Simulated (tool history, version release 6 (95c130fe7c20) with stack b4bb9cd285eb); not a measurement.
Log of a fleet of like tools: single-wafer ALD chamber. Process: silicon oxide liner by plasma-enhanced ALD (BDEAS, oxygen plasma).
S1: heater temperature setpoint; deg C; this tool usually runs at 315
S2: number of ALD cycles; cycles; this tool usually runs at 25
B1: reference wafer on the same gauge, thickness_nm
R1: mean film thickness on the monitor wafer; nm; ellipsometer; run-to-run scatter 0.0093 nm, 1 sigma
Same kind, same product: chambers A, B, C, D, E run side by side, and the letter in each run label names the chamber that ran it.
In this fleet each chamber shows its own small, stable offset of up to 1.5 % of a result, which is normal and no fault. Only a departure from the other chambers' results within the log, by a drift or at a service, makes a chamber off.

run,hour,S1,S2,B1,R1
1D,3.9,315,25,2.0573,2.2508
2C,7.1,315,25,2.0606,2.2652
3A,10.9,315,25,2.0598,2.2786
4E,15.1,315,25,2.0601,2.2756
5B,18.6,315,25,2.0620,2.2601
6B,22.4,315,25,2.0594,2.2636
7D,27.1,315,27,2.0607,2.4675
8C,32.8,315,27,2.0591,2.4244
9A,37.1,315,27,2.0610,2.4703
10E,42.8,315,27,2.0610,2.4634
11D,48.8,315,27,2.0610,2.4626
12E,52.6,315,25,2.0626,2.2819
13C,57.2,315,25,2.0589,2.2760
14B,63.0,315,25,2.0607,2.2419
15A,66.2,315,25,2.0607,2.2785
16A,72.3,315,25,2.0581,2.2930
17D,76.3,315,25,2.0601,2.2908
18B,79.7,315,25,2.0604,2.2542
19C,84.7,315,25,2.0608,2.2708
20E,89.7,315,25,2.0599,2.2813
21D,94.3,315,25,2.0614,2.2867
22C,98.5,315,25,2.0611,2.2624
23E,104.0,315,25,2.0593,2.2746
24B,109.1,315,25,2.0576,2.2517
25A,114.6,315,25,2.0586,2.2701
26A,119.4,315,25,2.0605,2.2960
27C,124.5,315,25,2.0598,2.2590
28D,128.8,315,25,2.0615,2.2751
29B,132.5,315,25,2.0600,2.2447
30E,137.3,315,25,2.0592,2.2957
31A,142.8,315,25,2.0612,2.2895
32D,147.6,315,25,2.0576,2.2689
33E,152.8,315,25,2.0596,2.2815
34C,158.8,315,25,2.0593,2.2585
35B,162.4,315,23,2.0593,2.0755
36E,166.0,315,23,2.0613,2.0938
37C,172.1,315,23,2.0605,2.0887
38B,177.0,315,23,2.0596,2.0764
39D,182.8,315,23,2.0592,2.0969

Next, every chamber runs the same settings. What will each give?
40A,187.2,315,25,,?
40B,187.2,315,25,,?
40C,187.2,315,25,,?
40D,187.2,315,25,,?
40E,187.2,315,25,,?

run,R1
40A,2.2754
40B,2.2644
40C,2.2793
40D,2.2985
40E,2.2852

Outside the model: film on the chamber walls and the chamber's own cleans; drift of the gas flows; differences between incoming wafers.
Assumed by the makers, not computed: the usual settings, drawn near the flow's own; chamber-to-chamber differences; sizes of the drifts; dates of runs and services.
